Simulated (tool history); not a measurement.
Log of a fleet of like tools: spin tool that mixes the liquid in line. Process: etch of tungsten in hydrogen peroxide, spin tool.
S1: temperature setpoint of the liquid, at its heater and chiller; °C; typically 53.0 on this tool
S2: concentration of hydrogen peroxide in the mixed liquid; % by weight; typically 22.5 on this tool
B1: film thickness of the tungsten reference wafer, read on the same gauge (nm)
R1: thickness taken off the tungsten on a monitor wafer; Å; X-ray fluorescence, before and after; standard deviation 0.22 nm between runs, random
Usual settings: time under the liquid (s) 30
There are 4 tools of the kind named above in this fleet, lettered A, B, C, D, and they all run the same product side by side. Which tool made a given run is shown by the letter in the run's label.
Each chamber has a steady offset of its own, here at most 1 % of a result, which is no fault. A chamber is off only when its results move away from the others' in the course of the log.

run 1D hour=14.8 | S1=53.0 S2=22.5 time_under_the_liquid_(s)=30 | B1=89.990 | R1=322.23
run 2A hour=29.7 | S1=53.0 S2=22.5 time_under_the_liquid_(s)=30 | B1=89.999 | R1=317.18
run 3C hour=36.6 | S1=53.0 S2=22.5 time_under_the_liquid_(s)=30 | B1=90.008 | R1=319.87
run 4B hour=48.5 | S1=53.0 S2=22.5 time_under_the_liquid_(s)=30 | B1=89.989 | R1=316.72
-- hour=58.1 chamber C: new drum of peroxide connected
run 5B hour=62.0 | S1=53.0 S2=22.5 time_under_the_liquid_(s)=25 | B1=90.000 | R1=267.21
run 6C hour=69.3 | S1=53.0 S2=22.5 time_under_the_liquid_(s)=25 | B1=89.992 | R1=265.00
run 7A hour=77.3 | S1=53.0 S2=22.5 time_under_the_liquid_(s)=25 | B1=90.005 | R1=265.56
run 8D hour=88.3 | S1=53.0 S2=22.5 time_under_the_liquid_(s)=25 | B1=90.001 | R1=265.91
run 9A hour=95.7 | S1=53.0 S2=22.5 time_under_the_liquid_(s)=30 | B1=90.021 | R1=321.28
run 10C hour=102.8 | S1=53.0 S2=22.5 time_under_the_liquid_(s)=30 | B1=89.999 | R1=322.42
run 11D hour=116.5 | S1=53.0 S2=22.5 time_under_the_liquid_(s)=20 | B1=90.015 | R1=212.43
-- hour=126.6 chamber C: peroxide flow meter replaced
run 12B hour=129.5 | S1=53.0 S2=22.5 time_under_the_liquid_(s)=20 | B1=89.992 | R1=211.94
run 13B hour=139.4 | S1=53.0 S2=22.5 time_under_the_liquid_(s)=20 | B1=89.997 | R1=214.23
run 14D hour=152.2 | S1=53.0 S2=22.5 time_under_the_liquid_(s)=20 | B1=90.010 | R1=214.91
run 15C hour=165.8 | S1=53.0 S2=22.5 time_under_the_liquid_(s)=30 | B1=89.990 | R1=322.33
run 16A hour=172.7 | S1=49.5 S2=28.5 time_under_the_liquid_(s)=30 | B1=90.003 | R1=289.83
run 17D hour=187.9 | S1=49.5 S2=28.5 time_under_the_liquid_(s)=30 | B1=90.016 | R1=294.66
run 18A hour=197.3 | S1=49.5 S2=28.5 time_under_the_liquid_(s)=30 | B1=90.019 | R1=292.18
-- hour=199.4 chamber B: new drum of peroxide connected
run 19B hour=205.5 | S1=49.5 S2=28.5 time_under_the_liquid_(s)=30 | B1=89.988 | R1=291.76
-- hour=206.6 chamber A: peroxide flow meter replaced
run 20C hour=212.8 | S1=53.0 S2=22.5 time_under_the_liquid_(s)=30 | B1=89.995 | R1=320.37
run 21C hour=226.9 | S1=53.0 S2=22.5 time_under_the_liquid_(s)=30 | B1=89.999 | R1=322.33
run 22D hour=238.1 | S1=53.0 S2=22.5 time_under_the_liquid_(s)=30 | B1=90.006 | R1=321.51
run 23A hour=248.9 | S1=53.0 S2=22.5 time_under_the_liquid_(s)=30 | B1=89.979 | R1=318.71
-- hour=254.5 chamber D: peroxide flow meter replaced
run 24B hour=259.0 | S1=53.0 S2=22.5 time_under_the_liquid_(s)=30 | B1=90.003 | R1=317.87
run 25C hour=268.8 | S1=53.0 S2=22.5 time_under_the_liquid_(s)=30 | B1=89.999 | R1=324.22
run 26B hour=280.8 | S1=62.0 S2=16.5 time_under_the_liquid_(s)=30 | B1=89.991 | R1=464.46
-- hour=293.5 chamber A: thermometer replaced
run 27D hour=294.0 | S1=62.0 S2=16.5 time_under_the_liquid_(s)=30 | B1=89.970 | R1=464.86
-- hour=299.6 chamber D: new drum of peroxide connected
run 28A hour=303.0 | S1=62.0 S2=16.5 time_under_the_liquid_(s)=30 | B1=89.991 | R1=458.55
run 29D hour=309.6 | S1=62.0 S2=16.5 time_under_the_liquid_(s)=30 | B1=89.966 | R1=465.17
run 30A hour=319.9 | S1=53.0 S2=22.5 time_under_the_liquid_(s)=30 | B1=90.011 | R1=318.87
run 31C hour=328.7 | S1=53.0 S2=22.5 time_under_the_liquid_(s)=30 | B1=90.003 | R1=328.57
run 32B hour=341.4 | S1=49.5 S2=22.5 time_under_the_liquid_(s)=30 | B1=89.992 | R1=257.83
run 33C hour=349.7 | S1=49.5 S2=22.5 time_under_the_liquid_(s)=30 | B1=90.013 | R1=265.62
run 34B hour=357.1 | S1=49.5 S2=22.5 time_under_the_liquid_(s)=30 | B1=90.029 | R1=255.39
run 35D hour=369.9 | S1=49.5 S2=22.5 time_under_the_liquid_(s)=30 | B1=90.008 | R1=262.67
run 36A hour=381.8 | S1=53.0 S2=22.5 time_under_the_liquid_(s)=30 | B1=90.006 | R1=314.49
run 37A hour=392.0 | S1=53.0 S2=22.5 time_under_the_liquid_(s)=30 | B1=89.992 | R1=321.84
run 38D hour=406.5 | S1=53.0 S2=22.5 time_under_the_liquid_(s)=30 | B1=89.960 | R1=325.22
run 39C hour=413.7 | S1=53.0 S2=22.5 time_under_the_liquid_(s)=30 | B1=90.023 | R1=334.24
run 40B hour=427.0 | S1=53.0 S2=22.5 time_under_the_liquid_(s)=30 | B1=90.024 | R1=318.72
run 41C hour=438.5 | S1=53.0 S2=22.5 time_under_the_liquid_(s)=30 | B1=89.958 | R1=331.20
run 42A hour=449.7 | S1=53.0 S2=22.5 time_under_the_liquid_(s)=30 | B1=89.981 | R1=320.10

The same settings go to every chamber for the next run, one line per chamber below. Forecast the results for each:
run 43A hour=460.6 | S1=53.0 S2=22.5 time_under_the_liquid_(s)=30 | R1=?
run 43B hour=460.6 | S1=53.0 S2=22.5 time_under_the_liquid_(s)=30 | R1=?
run 43C hour=460.6 | S1=53.0 S2=22.5 time_under_the_liquid_(s)=30 | R1=?
run 43D hour=460.6 | S1=53.0 S2=22.5 time_under_the_liquid_(s)=30 | R1=?

run=43A R1=318.98
run=43B R1=321.09
run=43C R1=335.76
run=43D R1=320.06
